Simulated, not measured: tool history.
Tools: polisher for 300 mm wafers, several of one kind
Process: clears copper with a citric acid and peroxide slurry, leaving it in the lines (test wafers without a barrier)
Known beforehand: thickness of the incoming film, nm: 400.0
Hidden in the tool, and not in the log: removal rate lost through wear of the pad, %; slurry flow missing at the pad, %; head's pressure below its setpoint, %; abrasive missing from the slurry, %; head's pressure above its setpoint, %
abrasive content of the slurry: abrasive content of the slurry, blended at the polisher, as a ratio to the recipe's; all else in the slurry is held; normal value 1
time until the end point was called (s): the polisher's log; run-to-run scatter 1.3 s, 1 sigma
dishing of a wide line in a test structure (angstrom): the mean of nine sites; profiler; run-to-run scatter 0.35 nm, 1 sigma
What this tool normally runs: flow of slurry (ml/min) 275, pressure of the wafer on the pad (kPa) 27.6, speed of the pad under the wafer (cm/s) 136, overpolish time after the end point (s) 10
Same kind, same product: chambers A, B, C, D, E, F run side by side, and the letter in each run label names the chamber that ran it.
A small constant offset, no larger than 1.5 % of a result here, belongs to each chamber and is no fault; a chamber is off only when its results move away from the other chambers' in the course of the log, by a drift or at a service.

| run | hour | flow of slurry (ml/min) | pressure of the wafer on the pad (kPa) | speed of the pad under the wafer (cm/s) | abrasive content of the slurry | overpolish time after the end point (s) | wafers polished on this pad | hours since the slurry nozzle was cleaned | hours since the head pressure was calibrated | hours since the slurry blender was calibrated | time until the end point was called (s) | dishing of a wide line in a test structure (angstrom) |
|---|---|---|---|---|---|---|---|---|---|---|---|---|
| 1C | 6.5 | 275 | 27.6 | 136 | 1 | 10 | 372 | 623.5 | 371.9 | 98.9 | 121.63 | 189.98 |
|  | 9.6 | chamber A: slurry blender recalibrated |
|  | 10.4 | chamber E: worn pad replaced by a new one |
| 2E | 13.7 | 275 | 27.6 | 136 | 1 | 10 | 23 | 319.7 | 624 | 23.9 | 119.16 | 193.06 |
| 3D | 19.8 | 275 | 27.6 | 136 | 1 | 10 | 274 | 158.1 | 345 | 200.1 | 119.93 | 196.8 |
|  | 25.9 | chamber A: worn pad replaced by a new one |
| 4A | 31.3 | 275 | 27.6 | 136 | 1 | 10 | 38 | 390.5 | 853 | 21.8 | 119.05 | 197.87 |
| 5F | 37.9 | 220 | 33.1 | 136 | 1 | 10 | 966 | 520.9 | 278.5 | 56.4 | 102.54 | 209.46 |
| 6B | 49.6 | 220 | 33.1 | 136 | 1 | 10 | 411 | 590.6 | 815.4 | 370.5 | 104.06 | 214.18 |
|  | 54.8 | chamber C: worn pad replaced by a new one |
| 7B | 55.6 | 220 | 33.1 | 136 | 1 | 10 | 453 | 596.6 | 821.4 | 376.5 | 104.05 | 209.5 |
| 8C | 66.8 | 220 | 33.1 | 136 | 1 | 10 | 85 | 683.8 | 432.2 | 159.2 | 102.24 | 216.76 |
|  | 69.5 | chamber F: worn pad replaced by a new one |
| 9F | 73 | 220 | 33.1 | 136 | 1 | 10 | 25 | 556 | 313.6 | 91.5 | 103.19 | 213.71 |
|  | 74 | chamber C: slurry blender recalibrated |
| 10E | 80.3 | 220 | 33.1 | 136 | 1 | 10 | 495 | 386.3 | 690.6 | 90.5 | 102.69 | 213.28 |
|  | 80.7 | chamber B: worn pad replaced by a new one |
| 11D | 90.5 | 275 | 27.6 | 136 | 1 | 10 | 775 | 228.8 | 415.7 | 270.8 | 118.79 | 190.02 |
|  | 91.2 | chamber B: slurry blender recalibrated |
| 12A | 101.9 | 275 | 27.6 | 136 | 1 | 10 | 538 | 461.1 | 923.6 | 92.4 | 121.78 | 189.69 |
|  | 102.5 | chamber D: slurry blender recalibrated |
| 13D | 113.3 | 275 | 27.6 | 168 | 0.85 | 10 | 936 | 251.6 | 438.5 | 10.8 | 100.12 | 221.3 |
|  | 119.4 | chamber A: head pressure recalibrated |
|  | 119.8 | chamber D: worn pad replaced by a new one |
| 14C | 120.2 | 275 | 27.6 | 168 | 0.85 | 10 | 463 | 737.2 | 485.6 | 46.2 | 100.41 | 216.21 |
| 15B | 126.9 | 275 | 27.6 | 168 | 0.85 | 10 | 327 | 667.9 | 892.7 | 35.8 | 98.766 | 219.39 |
| 16F | 135.8 | 275 | 27.6 | 168 | 0.85 | 10 | 470 | 618.8 | 376.4 | 154.3 | 102.39 | 217.48 |
| 17A | 146.2 | 275 | 27.6 | 168 | 0.85 | 10 | 852 | 505.4 | 26.9 | 136.7 | 113.58 | 196.64 |
| 18E | 158.4 | 275 | 27.6 | 168 | 0.85 | 10 | 1048 | 464.4 | 768.7 | 168.6 | 98.796 | 217.96 |
|  | 159.7 | chamber C: worn pad replaced by a new one |
|  | 160.4 | chamber B: worn pad replaced by a new one |
|  | 163.4 | chamber E: worn pad replaced by a new one |
| 19E | 170.7 | 275 | 27.6 | 136 | 1 | 10 | 52 | 476.7 | 781 | 180.9 | 121.08 | 187.5 |
| 20D | 182.5 | 275 | 27.6 | 136 | 1 | 10 | 444 | 320.8 | 507.7 | 80 | 119.46 | 188.6 |
| 21C | 190.3 | 275 | 33.1 | 136 | 1 | 10 | 217 | 807.3 | 555.7 | 116.3 | 98.137 | 222.12 |
| 22A | 196 | 275 | 33.1 | 136 | 1 | 10 | 1205 | 555.2 | 76.7 | 186.5 | 115.2 | 191.65 |
|  | 200.1 | chamber C: slurry blender recalibrated |
|  | 207.6 | chamber A: worn pad replaced by a new one |
| 23B | 208.5 | 275 | 33.1 | 136 | 1 | 10 | 340 | 749.5 | 974.3 | 117.4 | 101.99 | 218.01 |
|  | 210.3 | chamber C: slurry nozzle cleaned |
| 24F | 215.2 | 275 | 33.1 | 136 | 1 | 10 | 1032 | 698.2 | 455.8 | 233.7 | 100.01 | 216.18 |
|  | 216.5 | chamber B: slurry nozzle cleaned |
| 25F | 227.4 | 275 | 33.1 | 136 | 1 | 10 | 1118 | 710.4 | 468 | 245.9 | 100.52 | 214.63 |
|  | 233.3 | chamber F: worn pad replaced by a new one |
| 26E | 238.3 | 275 | 33.1 | 136 | 1 | 10 | 531 | 544.3 | 848.6 | 248.5 | 101.05 | 221.15 |
|  | 239.4 | chamber D: worn pad replaced by a new one |
|  | 245.2 | chamber C: worn pad replaced by a new one |
| 27C | 246.5 | 275 | 27.6 | 136 | 1 | 10 | 9 | 36.3 | 611.9 | 46.4 | 121.78 | 195.79 |
|  | 250.7 | chamber B: worn pad replaced by a new one |
|  | 251.8 | chamber E: head pressure recalibrated |
| 28A | 256.7 | 275 | 27.6 | 136 | 1 | 10 | 348 | 615.9 | 137.4 | 247.2 | 136.67 | 177.93 |
|  | 265.9 | chamber A: slurry blender recalibrated |
| 29D | 268.5 | 275 | 27.6 | 136 | 1 | 5 | 206 | 406.8 | 593.7 | 166 | 118.06 | 110.81 |
|  | 269.1 | chamber D: head pressure recalibrated |
| 30B | 274.6 | 275 | 27.6 | 136 | 1 | 5 | 169 | 58.2 | 1040.4 | 183.5 | 120.56 | 112.25 |
| 31D | 284 | 275 | 27.6 | 136 | 1 | 5 | 316 | 422.3 | 14.9 | 181.5 | 119.49 | 109.42 |
| 32F | 290.7 | 275 | 27.6 | 136 | 1 | 5 | 407 | 773.7 | 531.3 | 309.2 | 119.91 | 111.16 |
|  | 299.5 | chamber A: slurry nozzle cleaned |
| 33B | 301.2 | 275 | 27.6 | 136 | 1 | 5 | 357 | 84.8 | 1067 | 210.1 | 121.09 | 113.34 |
| 34E | 307.5 | 275 | 27.6 | 136 | 1 | 5 | 1021 | 613.5 | 55.8 | 317.7 | 120.1 | 111.02 |
|  | 309.5 | chamber F: slurry blender recalibrated |
| 35A | 318.1 | 275 | 27.6 | 136 | 1 | 10 | 782 | 18.6 | 198.8 | 52.3 | 139.23 | 180.86 |
| 36C | 326.8 | 275 | 27.6 | 136 | 1 | 10 | 578 | 116.6 | 692.2 | 126.7 | 119.96 | 198.49 |
|  | 331.7 | chamber E: worn pad replaced by a new one |
|  | 335.1 | chamber E: slurry blender recalibrated |
|  | 335.9 | chamber C: worn pad replaced by a new one |
| 37C | 337.8 | 240 | 27.6 | 136 | 1 | 7 | 13 | 127.6 | 703.2 | 137.7 | 121.31 | 143.34 |
|  | 343.9 | chamber B: worn pad replaced by a new one |
| 38F | 347.5 | 240 | 27.6 | 136 | 1 | 7 | 809 | 830.5 | 588.1 | 38 | 122.62 | 140.41 |
| 39E | 356.8 | 240 | 27.6 | 136 | 1 | 7 | 178 | 662.8 | 105.1 | 21.8 | 122.58 | 146.47 |
| 40A | 362.8 | 240 | 27.6 | 136 | 1 | 7 | 1099 | 63.3 | 243.5 | 97 | 139.73 | 127.94 |
| 41D | 370.1 | 240 | 27.6 | 136 | 1 | 7 | 926 | 508.4 | 101 | 267.6 | 121.83 | 143.31 |
| 42B | 377 | 240 | 27.6 | 136 | 1 | 7 | 234 | 160.6 | 1142.8 | 285.9 | 123.31 | 146.72 |
| 43B | 382.7 | 275 | 27.6 | 136 | 1 | 10 | 275 | 166.3 | 1148.5 | 291.6 | 121.98 | 190.97 |

One chamber off, gauge drift, or nothing amiss beyond the chambers' own small offsets? If it is a chamber, which one, and what is the likeliest cause?

After it was serviced, chamber A no longer matches the other chambers.
Cause: head's pressure below its setpoint, % = 11.9.

Below are 4 candidate recipes for chamber A's next run, each the usual settings with a change, their results shown as question marks. Which of them brings A's results back in line with what the other chambers give on the usual settings?
In line here means within this much of the mean the other chambers give on the usual settings: time until the end point was called (s) 4.5; dishing of a wide line in a test structure (angstrom) 12
| 44A-1 | 391.5 | 275 | 29.6 | 144 | 1 | 10 |  |  |  |  | ? | ? |
| 44A-2 | 391.5 | 270 | 24.1 | 120 | 1 | 10 |  |  |  |  | ? | ? |
| 44A-3 | 391.5 | 275 | 25.5 | 128 | 1 | 10 |  |  |  |  | ? | ? |
| 44A-4 | 391.5 | 280 | 31.7 | 154 | 1 | 10 |  |  |  |  | ? | ? |

Usual-settings mean across the other chambers: time until the end point was called (s) 120.4; dishing of a wide line in a test structure (angstrom) 192
| run | time until the end point was called (s) | dishing of a wide line in a test structure (angstrom) |
|---|---|---|
| 44A-1 | 120.48 | 190.71 |
| 44A-2 | 176.96 | 143.13 |
| 44A-3 | 156.96 | 157.05 |
| 44A-4 | 105.28 | 209.12 |
Change 44A-1 lands the chamber within the allowed miss of the other chambers.
